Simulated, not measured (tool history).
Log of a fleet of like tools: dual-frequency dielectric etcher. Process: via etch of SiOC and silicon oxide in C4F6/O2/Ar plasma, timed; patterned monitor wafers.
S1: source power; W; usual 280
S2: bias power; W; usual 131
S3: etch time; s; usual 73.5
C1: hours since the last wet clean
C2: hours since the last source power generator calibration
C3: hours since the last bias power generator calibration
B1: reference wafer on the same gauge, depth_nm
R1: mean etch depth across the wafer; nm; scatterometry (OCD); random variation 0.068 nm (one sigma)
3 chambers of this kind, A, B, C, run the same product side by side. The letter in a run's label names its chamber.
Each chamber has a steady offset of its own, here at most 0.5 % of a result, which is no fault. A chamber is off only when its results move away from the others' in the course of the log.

run   hour   S1   S2    S3     C1      C2     C3      B1      R1
 1C    3.5  280  131  73.5  271.8  1075.6  196.7  54.208  65.142
 2B    7.6  280  131  73.5  132.6  2157.5  620.6  54.187  65.020
 3A   11.3  280  131  73.5  209.9  3465.4  588.4  54.175  65.472
 4C   14.7  280  131  73.5  283.0  1086.8  207.9  54.164  65.125
 5A   17.3  280  150  88.5  215.9  3471.4  594.4  54.184  82.040
 6B   20.1  280  150  88.5  145.1  2170.0  633.1  54.165  81.781
 7C   24.2  280  150  88.5  292.5  1096.3  217.4  54.160  81.925
 8B   26.5  280  131  73.5  151.5  2176.4  639.5  54.160  64.965
 9A   30.1  280  131  73.5  228.7  3484.2  607.2  54.163  65.305
10C   34.5  280  131  73.5  302.8  1106.6  227.7  54.132  65.007
11B   37.2  280  131  73.5  162.2  2187.1  650.2  54.152  64.972
12A   39.6  320  131  65.5  238.2  3493.7  616.7  54.127  61.475
13B   43.3  320  131  65.5  168.3  2193.2  656.3  54.109  60.968
14A   45.6  320  131  65.5  244.2  3499.7  622.7  54.121  61.342
15C   49.2  280  131  73.5  317.5  1121.3  242.4  54.123  64.959
16B   53.6  280  131  73.5  178.6  2203.5  666.6  54.096  64.841
17C   55.9  280  100  80.5  324.2  1128.0  249.1  54.100  65.874
18A   59.2  280  100  80.5  257.8  3513.3  636.3  54.107  65.925
19A   63.2  280  100  80.5  261.8  3517.3  640.3  54.099  65.841
20C   67.5  220  131  73.5  335.8  1139.6  260.7  54.089  59.229
21B   70.8  220  131  73.5  195.8  2220.7  683.8  54.055  58.966
22A   74.3  220  131  73.5  272.9  3528.4  651.4  54.067  59.393
23B   76.7  280  131  73.5  201.7  2226.6  689.7  54.059  64.772
24C   80.5  280  131  92.5  348.8  1152.6  273.7  54.056  81.794
25C   83.5  280  131  92.5  351.8  1155.6  276.7  54.056  81.692
26B   85.8  280  131  92.5  210.8  2235.7  698.8  54.040  81.701
27A   88.0  280  131  73.5  286.6  3542.1  665.1  54.057  65.185
28C   90.1  280  131  73.5  358.4  1162.2  283.3  54.029  64.878
29A   92.1  280  131  73.5  290.7  3546.2  669.2  54.046  65.261
30B   94.0  280  131  73.5  219.0  2243.9  707.0  54.032  64.817
31A   96.3  280  131  73.5  294.9  3550.4  673.4  54.027  65.125
32C   99.8  280  131  73.5  368.1  1171.9  293.0  54.030  64.918
33B  103.0  280  131  64.5  228.0  2252.9  716.0  54.015  56.872
34C  105.1  280  131  64.5  373.4  1177.2  298.3  54.019  56.922
35A  107.1  280  131  64.5  305.7  3561.2  684.2  54.031  57.287
36B  110.9  280  131  73.5  235.9  2260.8  723.9  54.008  64.792
37B  114.5  280  131  73.5  239.5  2264.4  727.5  53.992  64.876
38A  118.8  280  131  73.5  317.4  3572.9  695.9  53.973  65.250
39C  122.2  280  131  73.5  390.5  1194.3  315.4  53.986  64.826
40C  124.5  280  131  73.5  392.8  1196.6  317.7  53.973  64.818
41B  127.5  280  131  73.5  252.5  2277.4  740.5  53.970  64.739

All 3 chambers run these settings next. Forecast each chamber's results:
42A  130.6  280  131  73.5                   ?
42B  130.6  280  131  73.5                   ?
42C  130.6  280  131  73.5                   ?

run      R1
42A  65.104
42B  64.879
42C  64.889
